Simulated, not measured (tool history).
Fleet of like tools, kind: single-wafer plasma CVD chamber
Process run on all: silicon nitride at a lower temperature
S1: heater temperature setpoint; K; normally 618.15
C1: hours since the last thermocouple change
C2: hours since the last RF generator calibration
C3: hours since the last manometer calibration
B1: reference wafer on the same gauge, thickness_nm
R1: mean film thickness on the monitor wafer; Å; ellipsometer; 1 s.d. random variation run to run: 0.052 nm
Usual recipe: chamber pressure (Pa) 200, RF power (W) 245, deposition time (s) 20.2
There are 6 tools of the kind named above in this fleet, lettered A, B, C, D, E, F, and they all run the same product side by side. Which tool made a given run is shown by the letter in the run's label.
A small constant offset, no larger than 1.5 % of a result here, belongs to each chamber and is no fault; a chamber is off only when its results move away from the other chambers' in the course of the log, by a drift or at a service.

{"run": "1E", "hour": 9.9, "S1": 618.15, "chamber pressure (Pa)": 200, "RF power (W)": 245, "deposition time (s)": 20.2, "C1": 1907.7, "C2": 486.1, "C3": 743.7, "B1": 19.388, "R1": 203.37}
{"hour": 21.6, "done": "chamber B: capacitance manometer re-zeroed and calibrated"}
{"run": "2A", "hour": 24.1, "S1": 618.15, "chamber pressure (Pa)": 200, "RF power (W)": 245, "deposition time (s)": 20.2, "C1": 2061.1, "C2": 840.2, "C3": 588.0, "B1": 19.395, "R1": 203.06}
{"run": "3C", "hour": 32.2, "S1": 618.15, "chamber pressure (Pa)": 200, "RF power (W)": 245, "deposition time (s)": 20.2, "C1": 2400.6, "C2": 613.8, "C3": 1107.3, "B1": 19.404, "R1": 200.1}
{"run": "4B", "hour": 43.6, "S1": 618.15, "chamber pressure (Pa)": 200, "RF power (W)": 245, "deposition time (s)": 20.2, "C1": 1372.3, "C2": 277.9, "C3": 22.0, "B1": 19.392, "R1": 205.75}
{"run": "5D", "hour": 53.1, "S1": 618.15, "chamber pressure (Pa)": 200, "RF power (W)": 245, "deposition time (s)": 20.2, "C1": 1577.3, "C2": 488.2, "C3": 784.3, "B1": 19.402, "R1": 202.88}
{"run": "6F", "hour": 65.4, "S1": 618.15, "chamber pressure (Pa)": 200, "RF power (W)": 245, "deposition time (s)": 20.2, "C1": 568.4, "C2": 1315.6, "C3": 154.1, "B1": 19.393, "R1": 200.89}
{"run": "7E", "hour": 79.5, "S1": 618.15, "chamber pressure (Pa)": 200, "RF power (W)": 245, "deposition time (s)": 20.2, "C1": 1977.3, "C2": 555.7, "C3": 813.3, "B1": 19.406, "R1": 202.94}
{"hour": 87.0, "done": "chamber C: capacitance manometer re-zeroed and calibrated"}
{"run": "8C", "hour": 94.1, "S1": 618.15, "chamber pressure (Pa)": 200, "RF power (W)": 245, "deposition time (s)": 20.2, "C1": 2462.5, "C2": 675.7, "C3": 7.1, "B1": 19.397, "R1": 200.61}
{"run": "9B", "hour": 106.9, "S1": 618.15, "chamber pressure (Pa)": 200, "RF power (W)": 245, "deposition time (s)": 20.2, "C1": 1435.6, "C2": 341.2, "C3": 85.3, "B1": 19.402, "R1": 205.56}
{"run": "10A", "hour": 119.0, "S1": 618.15, "chamber pressure (Pa)": 200, "RF power (W)": 245, "deposition time (s)": 20.2, "C1": 2156.0, "C2": 935.1, "C3": 682.9, "B1": 19.405, "R1": 202.87}
{"run": "11F", "hour": 134.6, "S1": 618.15, "chamber pressure (Pa)": 200, "RF power (W)": 245, "deposition time (s)": 20.2, "C1": 637.6, "C2": 1384.8, "C3": 223.3, "B1": 19.406, "R1": 201.16}
{"run": "12D", "hour": 146.5, "S1": 606.15, "chamber pressure (Pa)": 200, "RF power (W)": 245, "deposition time (s)": 20.2, "C1": 1670.7, "C2": 581.6, "C3": 877.7, "B1": 19.39, "R1": 202.75}
{"run": "13B", "hour": 162.3, "S1": 606.15, "chamber pressure (Pa)": 200, "RF power (W)": 245, "deposition time (s)": 20.2, "C1": 1491.0, "C2": 396.6, "C3": 140.7, "B1": 19.4, "R1": 207.6}
{"run": "14D", "hour": 170.2, "S1": 606.15, "chamber pressure (Pa)": 200, "RF power (W)": 245, "deposition time (s)": 20.2, "C1": 1694.4, "C2": 605.3, "C3": 901.4, "B1": 19.417, "R1": 203.67}
{"run": "15E", "hour": 180.5, "S1": 606.15, "chamber pressure (Pa)": 200, "RF power (W)": 245, "deposition time (s)": 20.2, "C1": 2078.3, "C2": 656.7, "C3": 914.3, "B1": 19.4, "R1": 203.66}
{"run": "16F", "hour": 189.1, "S1": 606.15, "chamber pressure (Pa)": 200, "RF power (W)": 245, "deposition time (s)": 20.2, "C1": 692.1, "C2": 1439.3, "C3": 277.8, "B1": 19.419, "R1": 202.33}
{"hour": 192.5, "done": "chamber E: capacitance manometer re-zeroed and calibrated"}
{"run": "17C", "hour": 202.5, "S1": 606.15, "chamber pressure (Pa)": 200, "RF power (W)": 245, "deposition time (s)": 20.2, "C1": 2570.9, "C2": 784.1, "C3": 115.5, "B1": 19.408, "R1": 201.47}
{"run": "18A", "hour": 211.9, "S1": 618.15, "chamber pressure (Pa)": 200, "RF power (W)": 245, "deposition time (s)": 20.2, "C1": 2248.9, "C2": 1028.0, "C3": 775.8, "B1": 19.387, "R1": 202.99}
{"run": "19D", "hour": 223.1, "S1": 618.15, "chamber pressure (Pa)": 200, "RF power (W)": 245, "deposition time (s)": 20.2, "C1": 1747.3, "C2": 658.2, "C3": 954.3, "B1": 19.405, "R1": 201.89}
{"run": "20E", "hour": 237.3, "S1": 618.15, "chamber pressure (Pa)": 200, "RF power (W)": 245, "deposition time (s)": 20.2, "C1": 2135.1, "C2": 713.5, "C3": 44.8, "B1": 19.399, "R1": 201.37}
{"run": "21C", "hour": 244.4, "S1": 624.15, "chamber pressure (Pa)": 219, "RF power (W)": 245, "deposition time (s)": 20.2, "C1": 2612.8, "C2": 826.0, "C3": 157.4, "B1": 19.4, "R1": 204.78}
{"run": "22A", "hour": 254.6, "S1": 624.15, "chamber pressure (Pa)": 219, "RF power (W)": 245, "deposition time (s)": 20.2, "C1": 2291.6, "C2": 1070.7, "C3": 818.5, "B1": 19.405, "R1": 206.65}
{"run": "23B", "hour": 263.4, "S1": 624.15, "chamber pressure (Pa)": 219, "RF power (W)": 245, "deposition time (s)": 20.2, "C1": 1592.1, "C2": 497.7, "C3": 241.8, "B1": 19.403, "R1": 209.93}
{"hour": 270.0, "done": "chamber C: thermocouple changed; heater temperature recalibrated"}
{"run": "24F", "hour": 273.4, "S1": 624.15, "chamber pressure (Pa)": 219, "RF power (W)": 245, "deposition time (s)": 20.2, "C1": 776.4, "C2": 1523.6, "C3": 362.1, "B1": 19.402, "R1": 205.56}
{"run": "25E", "hour": 286.7, "S1": 624.15, "chamber pressure (Pa)": 219, "RF power (W)": 245, "deposition time (s)": 20.2, "C1": 2184.5, "C2": 762.9, "C3": 94.2, "B1": 19.394, "R1": 204.43}
{"run": "26B", "hour": 296.2, "S1": 624.15, "chamber pressure (Pa)": 219, "RF power (W)": 245, "deposition time (s)": 20.2, "C1": 1624.9, "C2": 530.5, "C3": 274.6, "B1": 19.408, "R1": 210.43}
{"run": "27F", "hour": 307.0, "S1": 618.15, "chamber pressure (Pa)": 200, "RF power (W)": 245, "deposition time (s)": 20.2, "C1": 810.0, "C2": 1557.2, "C3": 395.7, "B1": 19.404, "R1": 201.32}
{"run": "28D", "hour": 321.9, "S1": 618.15, "chamber pressure (Pa)": 200, "RF power (W)": 245, "deposition time (s)": 20.2, "C1": 1846.1, "C2": 757.0, "C3": 1053.1, "B1": 19.41, "R1": 202.38}
{"run": "29A", "hour": 330.2, "S1": 618.15, "chamber pressure (Pa)": 200, "RF power (W)": 245, "deposition time (s)": 20.2, "C1": 2367.2, "C2": 1146.3, "C3": 894.1, "B1": 19.411, "R1": 202.71}
{"run": "30C", "hour": 345.9, "S1": 618.15, "chamber pressure (Pa)": 200, "RF power (W)": 245, "deposition time (s)": 20.2, "C1": 76.0, "C2": 927.5, "C3": 258.9, "B1": 19.409, "R1": 200.18}
{"run": "31D", "hour": 359.0, "S1": 618.15, "chamber pressure (Pa)": 200, "RF power (W)": 245, "deposition time (s)": 20.2, "C1": 1883.2, "C2": 794.1, "C3": 1090.2, "B1": 19.39, "R1": 202.36}
{"run": "32B", "hour": 371.2, "S1": 618.15, "chamber pressure (Pa)": 200, "RF power (W)": 245, "deposition time (s)": 20.2, "C1": 1699.9, "C2": 605.5, "C3": 349.6, "B1": 19.415, "R1": 205.5}
{"run": "33C", "hour": 384.8, "S1": 618.15, "chamber pressure (Pa)": 200, "RF power (W)": 245, "deposition time (s)": 22.2, "C1": 114.9, "C2": 966.4, "C3": 297.8, "B1": 19.395, "R1": 220.99}
{"run": "34A", "hour": 394.7, "S1": 618.15, "chamber pressure (Pa)": 200, "RF power (W)": 245, "deposition time (s)": 22.2, "C1": 2431.7, "C2": 1210.8, "C3": 958.6, "B1": 19.413, "R1": 221.8}
{"run": "35F", "hour": 401.7, "S1": 618.15, "chamber pressure (Pa)": 200, "RF power (W)": 245, "deposition time (s)": 22.2, "C1": 904.7, "C2": 1651.9, "C3": 490.4, "B1": 19.402, "R1": 221.81}
{"run": "36E", "hour": 411.4, "S1": 618.15, "chamber pressure (Pa)": 200, "RF power (W)": 245, "deposition time (s)": 22.2, "C1": 2309.2, "C2": 887.6, "C3": 218.9, "B1": 19.394, "R1": 216.61}
{"run": "37B", "hour": 421.9, "S1": 618.15, "chamber pressure (Pa)": 200, "RF power (W)": 245, "deposition time (s)": 22.2, "C1": 1750.6, "C2": 656.2, "C3": 400.3, "B1": 19.39, "R1": 225.16}

For the next run the whole fleet of 6 chambers uses the same settings. Give each chamber's results:
{"run": "38A", "hour": 433.5, "S1": 612.15, "chamber pressure (Pa)": 200, "RF power (W)": 245, "deposition time (s)": 20.2, "R1": "?"}
{"run": "38B", "hour": 433.5, "S1": 612.15, "chamber pressure (Pa)": 200, "RF power (W)": 245, "deposition time (s)": 20.2, "R1": "?"}
{"run": "38C", "hour": 433.5, "S1": 612.15, "chamber pressure (Pa)": 200, "RF power (W)": 245, "deposition time (s)": 20.2, "R1": "?"}
{"run": "38D", "hour": 433.5, "S1": 612.15, "chamber pressure (Pa)": 200, "RF power (W)": 245, "deposition time (s)": 20.2, "R1": "?"}
{"run": "38E", "hour": 433.5, "S1": 612.15, "chamber pressure (Pa)": 200, "RF power (W)": 245, "deposition time (s)": 20.2, "R1": "?"}
{"run": "38F", "hour": 433.5, "S1": 612.15, "chamber pressure (Pa)": 200, "RF power (W)": 245, "deposition time (s)": 20.2, "R1": "?"}

run=38A R1=203.85
run=38B R1=206.10
run=38C R1=200.61
run=38D R1=203.87
run=38E R1=197.49
run=38F R1=201.84
